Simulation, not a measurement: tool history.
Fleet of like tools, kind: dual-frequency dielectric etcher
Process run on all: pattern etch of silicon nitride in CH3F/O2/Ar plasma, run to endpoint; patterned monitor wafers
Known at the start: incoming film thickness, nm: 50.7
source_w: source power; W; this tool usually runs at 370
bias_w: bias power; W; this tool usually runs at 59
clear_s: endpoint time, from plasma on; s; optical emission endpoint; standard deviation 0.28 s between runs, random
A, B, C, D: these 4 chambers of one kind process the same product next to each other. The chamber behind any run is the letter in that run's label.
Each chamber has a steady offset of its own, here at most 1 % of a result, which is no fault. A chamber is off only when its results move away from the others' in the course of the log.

run   hour  source_w  bias_w  hours since the last wet clean  hours since the last source power generator calibration  hours since the last bias power generator calibration  clear_s
       1.9  -- chamber B: source power generator calibrated
 1B    5.7       370      59                            98.7                                                      3.9                                                 1737.6   81.091
 2D    9.6       370      59                           478.8                                                      321                                                 4287.7   80.857
 3C   15.6       370      59                           255.3                                                   2262.5                                                  362.5   81.063
 4A   21.3       370      59                           510.9                                                    744.7                                                 2361.2   80.716
 5C   26.4       370      59                           266.1                                                   2273.3                                                  373.3   81.293
 6D   32.8       370      59                             502                                                    344.2                                                 4310.9   80.643
 7B   38.6       400      59                           131.6                                                     36.8                                                 1770.5   78.717
 8A   44.1       400      59                           533.7                                                    767.5                                                   2384   78.241
 9A   50.9       400      59                           540.5                                                    774.3                                                 2390.8     78.3
10C   55.7       400      59                           295.4                                                   2302.6                                                  402.6   78.767
11D   61.4       370      59                           530.6                                                    372.8                                                 4339.5   81.238
      61.9  -- chamber D: wet clean of the chamber
12B   65.2       370      59                           158.2                                                     63.4                                                 1797.1   81.131
13D   71.1       370      59                             9.2                                                    382.5                                                 4349.2   81.293
14C   74.4       370      47                           314.1                                                   2321.3                                                  421.3   87.623
15A   80.7       370      47                           570.3                                                    804.1                                                 2420.6   86.896
16B     85       370      47                             178                                                     83.2                                                 1816.9   87.267
17D   91.8       370      47                            29.9                                                    403.2                                                 4369.9   87.364
18C   97.7       370      59                           337.4                                                   2344.6                                                  444.6   81.733
19B  102.4       370      59                           195.4                                                    100.6                                                 1834.3   81.096
20A    107       370      59                           596.6                                                    830.4                                                 2446.9   80.594
21C  111.3       370      59                             351                                                   2358.2                                                  458.2   82.171
22D  116.6       370      59                            54.7                                                      428                                                 4394.7   81.419
23B  119.8       370      59                           212.8                                                      118                                                 1851.7   81.023
24A  123.2       370      59                           612.8                                                    846.6                                                 2463.1   81.683
       126  -- chamber A: wet clean of the chamber
25D  127.1       370      59                            65.2                                                    438.5                                                 4405.2   81.168
26B  133.5       370      59                           226.5                                                    131.7                                                 1865.4   81.387
     135.8  -- chamber D: bias power generator calibrated
27A  138.9       370      59                            12.9                                                    862.3                                                 2478.8    80.63
28C  143.3       370      59                             383                                                   2390.2                                                  490.2   83.113
29A    150       370      59                              24                                                    873.4                                                 2489.9   80.448
30B  155.8       370      59                           248.8                                                      154                                                 1887.7   80.623
31D  159.5       320      51                            97.6                                                    470.9                                                   23.8   89.725

Does one chamber stand apart from the rest, does the shared gauge drift, or is all well apart from small per-chamber offsets? Give the chamber and the most likely cause, where there is one.

Little by little, chamber C moves away from the other chambers.
What lies behind it: etch rate under this chamber's usual, % = 2.64.

Chamber C could run next with any of the 4 candidate recipes listed below; each alters the usual settings, and their results appear as question marks. Which one brings its results back in line with what the other chambers deliver on the usual settings?
To be in line, a result may differ from the other chambers' mean on the usual settings by at most: clear_s 0.97 s
32C-1  164.4       370      64                                                                                                                                                        ?
32C-2  164.4       370      54                                                                                                                                                        ?
32C-3  164.4       370      60                                                                                                                                                        ?
32C-4  164.4       370      58                                                                                                                                                        ?

The other chambers' mean on the usual settings: clear_s 81.121 s
  run  clear_s
32C-1   81.045
32C-2   85.781
32C-3   82.835
32C-4    83.78
The right change is 32C-1: it brings the chamber back within the allowed miss of the others.
